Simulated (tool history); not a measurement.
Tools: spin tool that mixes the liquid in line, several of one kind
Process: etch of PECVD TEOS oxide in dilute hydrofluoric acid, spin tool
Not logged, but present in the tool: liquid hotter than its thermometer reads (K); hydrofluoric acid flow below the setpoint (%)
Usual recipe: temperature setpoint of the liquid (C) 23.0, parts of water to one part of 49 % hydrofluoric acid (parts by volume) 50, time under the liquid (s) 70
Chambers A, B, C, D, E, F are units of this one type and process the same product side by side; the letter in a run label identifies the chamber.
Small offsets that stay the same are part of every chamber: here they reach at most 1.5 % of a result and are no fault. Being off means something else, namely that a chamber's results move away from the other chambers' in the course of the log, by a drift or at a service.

run	day	temperature setpoint of the liquid (C)	parts of water to one part of 49 % hydrofluoric acid (parts by volume)	time under the liquid (s)	hours since the thermometer was replaced	hours since the hydrofluoric acid flow meter was replaced	read-back film thickness of the PECVD TEOS oxide reference wafer, read on the same gauge (nm)	thickness taken off the PECVD TEOS oxide on a monitor wafer (angstrom)
1D	0.142	23.0	50	70	518.9	740.6	79.991	402.24
2B	0.267	23.0	50	70	915.7	377.4	80.004	414.17
3F	0.429	23.0	50	70	997.3	1609.8	80.021	419.29
4A	0.583	23.0	50	70	762.9	1684.5	79.993	406.34
5E	0.725	23.0	50	70	372.3	593.7	80.020	407.71
6C	0.896	23.0	50	70	207.3	119.7	79.998	401.78
7E	1.046	23.0	50	70	380.0	601.4	80.009	403.79
8D	1.150	23.0	50	70	543.1	764.8	80.005	410.62
9A	1.250	23.0	50	70	778.9	1700.5	80.018	403.90
10C	1.388	23.0	50	70	219.1	131.5	80.017	407.99
11F	1.558	23.0	50	70	1024.4	1636.9	79.967	418.04
12B	1.658	23.0	50	70	949.1	410.8	80.016	410.19
13C	1.754	23.0	50	70	227.9	140.3	79.988	407.59
14F	1.850	26.5	50	55	1031.4	1643.9	80.007	369.04
15D	2.000	26.5	50	55	563.5	785.2	79.984	373.54
16E	2.125	26.5	50	55	405.9	627.3	79.998	365.48
17B	2.200	26.5	50	55	962.1	423.8	80.010	374.08
18A	2.375	26.5	50	55	805.9	1727.5	80.006	368.34
19D	2.450	26.5	50	55	574.3	796.0	80.009	371.41
20A	2.546	23.0	50	70	810.0	1731.6	80.002	413.33
21B	2.650	23.0	50	70	972.9	434.6	80.015	409.78
22E	2.788	23.0	50	70	421.8	643.2	80.001	405.61
23F	2.954	23.0	50	70	1057.9	1670.4	80.010	409.83
24C	3.033	23.0	50	70	258.6	171.0	79.987	404.10
25D	3.196	23.0	50	70	592.2	813.9	80.002	400.43
26F	3.288	23.0	50	70	1065.9	1678.4	79.982	413.15
27A	3.396	23.0	50	70	830.4	1752.0	79.984	418.07
28E	3.488	23.0	50	70	438.6	660.0	79.967	403.18
29B	3.596	23.0	65	70	995.6	457.3	80.000	310.42
30C	3.758	23.0	65	70	276.0	188.4	79.983	307.71
31C	3.888	23.0	65	70	279.1	191.5	80.016	309.56
32A	3.979	23.0	65	70	844.4	1766.0	80.005	321.00
33B	4.129	23.0	65	70	1008.4	470.1	79.983	309.07
34F	4.258	23.0	65	70	1089.2	1701.7	79.997	310.90
35D	4.383	23.0	50	70	620.7	842.4	79.996	411.35
36E	4.533	23.0	50	70	463.7	685.1	79.971	401.17
37C	4.638	23.0	50	70	297.1	209.5	80.033	402.43
38A	4.750	23.0	40	40	862.9	1784.5	79.996	305.00
39F	4.838	23.0	40	40	1103.1	1715.6	80.039	301.85
40B	4.954	23.0	40	40	1028.2	489.9	79.960	294.45
41D	5.033	23.0	40	40	636.3	858.0	79.993	290.09

The same settings go to every chamber for the next run, one line per chamber below. Forecast the results for each:
42A	5.162	23.0	50	70				?
42B	5.162	23.0	50	70				?
42C	5.162	23.0	50	70				?
42D	5.162	23.0	50	70				?
42E	5.162	23.0	50	70				?
42F	5.162	23.0	50	70				?

run	thickness taken off the PECVD TEOS oxide on a monitor wafer (angstrom)
42A	429.39
42B	408.47
42C	403.85
42D	404.23
42E	402.20
42F	412.69
